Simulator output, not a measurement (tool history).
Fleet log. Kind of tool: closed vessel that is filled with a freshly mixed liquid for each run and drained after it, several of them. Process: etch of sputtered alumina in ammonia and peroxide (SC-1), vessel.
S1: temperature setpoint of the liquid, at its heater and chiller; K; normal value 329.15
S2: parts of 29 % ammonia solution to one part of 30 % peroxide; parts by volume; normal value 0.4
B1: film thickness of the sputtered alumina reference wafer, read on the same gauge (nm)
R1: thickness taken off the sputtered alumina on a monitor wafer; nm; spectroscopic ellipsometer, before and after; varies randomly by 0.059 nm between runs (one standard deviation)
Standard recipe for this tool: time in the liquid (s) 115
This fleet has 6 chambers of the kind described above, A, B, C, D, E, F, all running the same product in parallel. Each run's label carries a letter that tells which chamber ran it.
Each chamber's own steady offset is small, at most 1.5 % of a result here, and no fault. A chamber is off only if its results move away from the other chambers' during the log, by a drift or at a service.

{"hour": 8.2, "done": "chamber D: new drum of ammonia solution connected"}
{"run": "1C", "hour": 14.5, "S1": 329.15, "S2": 0.4, "time in the liquid (s)": 115, "B1": 100.01, "R1": 8.7799}
{"run": "2F", "hour": 29.5, "S1": 329.15, "S2": 0.4, "time in the liquid (s)": 115, "B1": 99.988, "R1": 8.7737}
{"hour": 42.1, "done": "chamber C: ammonia flow meter replaced"}
{"run": "3D", "hour": 43.8, "S1": 329.15, "S2": 0.4, "time in the liquid (s)": 115, "B1": 99.95, "R1": 8.7803}
{"run": "4A", "hour": 58.3, "S1": 329.15, "S2": 0.4, "time in the liquid (s)": 115, "B1": 99.991, "R1": 8.7592}
{"run": "5E", "hour": 65.4, "S1": 329.15, "S2": 0.4, "time in the liquid (s)": 115, "B1": 100, "R1": 8.7966}
{"run": "6B", "hour": 74.8, "S1": 329.15, "S2": 0.4, "time in the liquid (s)": 115, "B1": 99.994, "R1": 8.8489}
{"run": "7C", "hour": 81.6, "S1": 329.15, "S2": 0.4, "time in the liquid (s)": 115, "B1": 99.994, "R1": 8.6248}
{"run": "8B", "hour": 92.2, "S1": 329.15, "S2": 0.4, "time in the liquid (s)": 115, "B1": 99.987, "R1": 8.8471}
{"run": "9F", "hour": 99.9, "S1": 329.15, "S2": 0.4, "time in the liquid (s)": 115, "B1": 99.98, "R1": 8.7365}
{"hour": 112.3, "done": "chamber A: ammonia flow meter replaced"}
{"run": "10E", "hour": 114.1, "S1": 329.15, "S2": 0.4, "time in the liquid (s)": 115, "B1": 100.02, "R1": 8.8295}
{"hour": 125.8, "done": "chamber E: ammonia flow meter replaced"}
{"run": "11A", "hour": 128.0, "S1": 329.15, "S2": 0.4, "time in the liquid (s)": 115, "B1": 99.987, "R1": 8.7669}
{"run": "12D", "hour": 138.0, "S1": 329.15, "S2": 0.3, "time in the liquid (s)": 115, "B1": 100.01, "R1": 8.5491}
{"hour": 142.1, "done": "chamber E: new drum of ammonia solution connected"}
{"run": "13E", "hour": 145.3, "S1": 329.15, "S2": 0.3, "time in the liquid (s)": 115, "B1": 99.98, "R1": 8.6691}
{"hour": 147.5, "done": "chamber E: thermometer replaced"}
{"run": "14C", "hour": 152.9, "S1": 329.15, "S2": 0.3, "time in the liquid (s)": 115, "B1": 99.973, "R1": 8.4851}
{"run": "15A", "hour": 163.5, "S1": 329.15, "S2": 0.3, "time in the liquid (s)": 115, "B1": 100.08, "R1": 8.6007}
{"run": "16D", "hour": 175.3, "S1": 329.15, "S2": 0.3, "time in the liquid (s)": 115, "B1": 100, "R1": 8.5559}
{"run": "17B", "hour": 187.2, "S1": 329.15, "S2": 0.3, "time in the liquid (s)": 115, "B1": 99.972, "R1": 8.5812}
{"run": "18F", "hour": 198.9, "S1": 329.15, "S2": 0.4, "time in the liquid (s)": 115, "B1": 99.992, "R1": 8.8518}
{"run": "19B", "hour": 206.6, "S1": 329.15, "S2": 0.4, "time in the liquid (s)": 115, "B1": 99.973, "R1": 8.9016}
{"run": "20E", "hour": 215.2, "S1": 329.15, "S2": 0.4, "time in the liquid (s)": 115, "B1": 100.02, "R1": 8.8824}
{"run": "21F", "hour": 225.0, "S1": 329.15, "S2": 0.4, "time in the liquid (s)": 115, "B1": 100.04, "R1": 8.7756}
{"hour": 233.8, "done": "chamber A: new drum of ammonia solution connected"}
{"run": "22A", "hour": 237.3, "S1": 334.65, "S2": 0.2, "time in the liquid (s)": 115, "B1": 100.04, "R1": 10.817}
{"run": "23D", "hour": 248.1, "S1": 334.65, "S2": 0.2, "time in the liquid (s)": 115, "B1": 99.99, "R1": 10.915}
{"run": "24C", "hour": 262.1, "S1": 334.65, "S2": 0.2, "time in the liquid (s)": 115, "B1": 100.02, "R1": 10.902}
{"run": "25B", "hour": 274.5, "S1": 334.65, "S2": 0.2, "time in the liquid (s)": 115, "B1": 99.99, "R1": 10.93}
{"run": "26D", "hour": 285.4, "S1": 334.65, "S2": 0.2, "time in the liquid (s)": 115, "B1": 99.96, "R1": 10.998}
{"run": "27A", "hour": 297.3, "S1": 334.65, "S2": 0.2, "time in the liquid (s)": 115, "B1": 99.993, "R1": 10.865}
{"run": "28F", "hour": 309.5, "S1": 329.15, "S2": 0.4, "time in the liquid (s)": 115, "B1": 100.03, "R1": 8.7979}
{"run": "29C", "hour": 319.6, "S1": 329.15, "S2": 0.55, "time in the liquid (s)": 150, "B1": 99.982, "R1": 11.715}
{"run": "30E", "hour": 329.3, "S1": 329.15, "S2": 0.55, "time in the liquid (s)": 150, "B1": 99.98, "R1": 12.042}
{"hour": 331.8, "done": "chamber B: thermometer replaced"}
{"hour": 337.2, "done": "chamber E: new drum of ammonia solution connected"}
{"hour": 339.9, "done": "chamber D: new drum of ammonia solution connected"}
{"run": "31C", "hour": 342.6, "S1": 329.15, "S2": 0.55, "time in the liquid (s)": 150, "B1": 99.917, "R1": 11.901}
{"run": "32E", "hour": 354.7, "S1": 329.15, "S2": 0.55, "time in the liquid (s)": 150, "B1": 99.983, "R1": 12.058}
{"run": "33D", "hour": 364.5, "S1": 329.15, "S2": 0.55, "time in the liquid (s)": 150, "B1": 100.02, "R1": 11.749}
{"run": "34F", "hour": 373.8, "S1": 329.15, "S2": 0.55, "time in the liquid (s)": 150, "B1": 100, "R1": 11.968}
{"run": "35B", "hour": 385.8, "S1": 329.15, "S2": 0.4, "time in the liquid (s)": 115, "B1": 99.973, "R1": 8.8583}
{"run": "36A", "hour": 395.3, "S1": 329.15, "S2": 0.4, "time in the liquid (s)": 115, "B1": 100.01, "R1": 8.7947}

For the next run the whole fleet of 6 chambers uses the same settings. Give each chamber's results:
{"run": "37A", "hour": 406.1, "S1": 337.15, "S2": 0.4, "time in the liquid (s)": 115, "R1": "?"}
{"run": "37B", "hour": 406.1, "S1": 337.15, "S2": 0.4, "time in the liquid (s)": 115, "R1": "?"}
{"run": "37C", "hour": 406.1, "S1": 337.15, "S2": 0.4, "time in the liquid (s)": 115, "R1": "?"}
{"run": "37D", "hour": 406.1, "S1": 337.15, "S2": 0.4, "time in the liquid (s)": 115, "R1": "?"}
{"run": "37E", "hour": 406.1, "S1": 337.15, "S2": 0.4, "time in the liquid (s)": 115, "R1": "?"}
{"run": "37F", "hour": 406.1, "S1": 337.15, "S2": 0.4, "time in the liquid (s)": 115, "R1": "?"}

run=37A R1=13.232
run=37B R1=13.217
run=37C R1=13.302
run=37D R1=13.414
run=37E R1=13.311
run=37F R1=13.303
